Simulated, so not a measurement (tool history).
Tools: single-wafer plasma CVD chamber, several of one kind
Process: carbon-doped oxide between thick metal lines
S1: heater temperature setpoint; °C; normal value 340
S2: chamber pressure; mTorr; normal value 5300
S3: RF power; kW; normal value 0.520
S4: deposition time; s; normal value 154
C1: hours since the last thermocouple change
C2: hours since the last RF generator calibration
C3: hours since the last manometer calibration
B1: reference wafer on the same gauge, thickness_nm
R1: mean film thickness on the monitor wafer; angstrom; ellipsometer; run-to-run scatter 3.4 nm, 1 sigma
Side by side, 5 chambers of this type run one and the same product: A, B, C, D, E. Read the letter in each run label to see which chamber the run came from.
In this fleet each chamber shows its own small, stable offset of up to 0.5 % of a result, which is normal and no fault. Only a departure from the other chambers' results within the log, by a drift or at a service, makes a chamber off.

run,day,S1,S2,S3,S4,C1,C2,C3,B1,R1
# day 0.088: chamber C: thermocouple changed; heater temperature recalibrated
1E,0.371,340,5300,0.520,154,712.7,864.8,806.7,831.28,8225.5
2A,0.604,340,5300,0.520,154,140.1,686.8,1486.3,830.53,8199.5
3D,0.858,340,5300,0.520,154,282.1,959.0,1817.1,830.63,8216.3
4C,1.329,340,5300,0.520,154,29.9,420.8,161.5,831.59,8208.8
5B,1.612,340,5300,0.520,154,1362.0,648.2,121.8,830.75,8197.6
6A,1.992,340,5300,0.520,154,173.4,720.1,1519.6,831.03,8215.6
7C,2.333,340,5300,0.520,154,54.0,444.9,185.6,831.08,8206.3
8B,2.833,340,5300,0.520,154,1391.3,677.5,151.1,831.09,8261.1
9E,3.183,340,5300,0.520,154,780.2,932.3,874.2,831.48,8191.9
10D,3.446,340,5300,0.520,154,344.2,1021.1,1879.2,831.05,8162.3
11C,3.838,340,5300,0.520,154,90.1,481.0,221.7,831.54,8176.1
12A,4.212,340,5300,0.520,154,226.7,773.4,1572.9,830.79,8209.9
13B,4.508,340,5300,0.520,154,1431.5,717.7,191.3,831.10,8219.4
14D,4.892,340,5300,0.520,154,378.9,1055.8,1913.9,831.48,8136.6
15E,5.192,340,5300,0.520,154,828.4,980.5,922.4,831.34,8230.1
16C,5.675,340,5300,0.520,154,134.2,525.1,265.8,830.91,8236.4
17D,6.058,340,5300,0.520,154,406.9,1083.8,1941.9,830.94,8124.6
18E,6.504,340,5300,0.520,154,859.9,1012.0,953.9,831.11,8176.7
19A,6.858,340,5300,0.520,130,290.2,836.9,1636.4,831.68,6945.0
20B,7.217,340,5300,0.520,130,1496.5,782.7,256.3,831.36,6929.4
21B,7.433,340,5300,0.520,130,1501.7,787.9,261.5,830.85,6963.8
22A,7.704,340,5300,0.520,130,310.5,857.2,1656.7,831.76,6921.8
23D,8.071,340,5300,0.520,130,455.2,1132.1,1990.2,831.83,6857.1
24C,8.446,340,5300,0.520,154,200.7,591.6,332.3,830.18,8167.2
25E,8.838,340,5300,0.520,154,915.9,1068.0,1009.9,830.42,8156.7
26B,9.121,340,5300,0.520,154,1542.2,828.4,302.0,830.69,8199.5
27C,9.412,328,5300,0.520,138,223.9,614.8,355.5,831.93,7650.1
28A,9.879,328,5300,0.520,138,362.7,909.4,1708.9,831.34,7622.3
29D,10.271,328,5300,0.520,138,508.0,1184.9,2043.0,830.39,7493.6
30E,10.746,328,5300,0.520,138,961.7,1113.8,1055.7,830.56,7643.4
31A,11.167,328,5300,0.520,138,393.6,940.3,1739.8,831.11,7606.2
32B,11.567,340,5300,0.520,154,1600.9,887.1,360.7,831.75,8264.9
33D,12.029,340,5300,0.520,140,550.2,1227.1,2085.2,831.94,7337.3
34E,12.496,340,5300,0.520,140,1003.7,1155.8,1097.7,830.76,7469.5
35C,12.758,340,5300,0.520,140,304.2,695.1,435.8,830.75,7432.7
36C,13.088,340,5300,0.520,140,312.1,703.0,443.7,830.67,7471.9
37B,13.575,340,5300,0.520,140,1649.1,935.3,408.9,831.57,7516.1
38A,13.829,340,5300,0.520,154,457.5,1004.2,1803.7,831.35,8220.1
39E,14.254,340,5300,0.520,154,1045.9,1198.0,1139.9,831.21,8214.4
40D,14.650,340,5300,0.520,154,613.1,1290.0,2148.1,830.72,8026.2

Does one chamber stand apart from the rest, does the shared gauge drift, or is all well apart from small per-chamber offsets? Give the chamber and the most likely cause, where there is one.

One chamber, D, drifts off from the rest bit by bit.
Cause: delivered RF power below the setpoint (%) = 3.79.

Which of the 4 candidates below, each the usual settings with something changed and its results left as question marks, puts chamber D back in line with what the other chambers give on the usual settings?
Allowed miss from the other chambers' usual-settings mean, per result, to count as in line: R1 120.0 angstrom
41D-1,15.012,339,5340,0.530,159,,,,,?
41D-2,15.012,340,5320,0.525,157,,,,,?
41D-3,15.012,358,5300,0.520,154,,,,,?
41D-4,15.012,340,5230,0.500,154,,,,,?

Mean of the other chambers on the usual settings: R1 8204.8 angstrom
run,R1
41D-1,8402.8
41D-2,8221.4
41D-3,7654.5
41D-4,7806.3
41D-2 puts the chamber back in line with the other chambers.
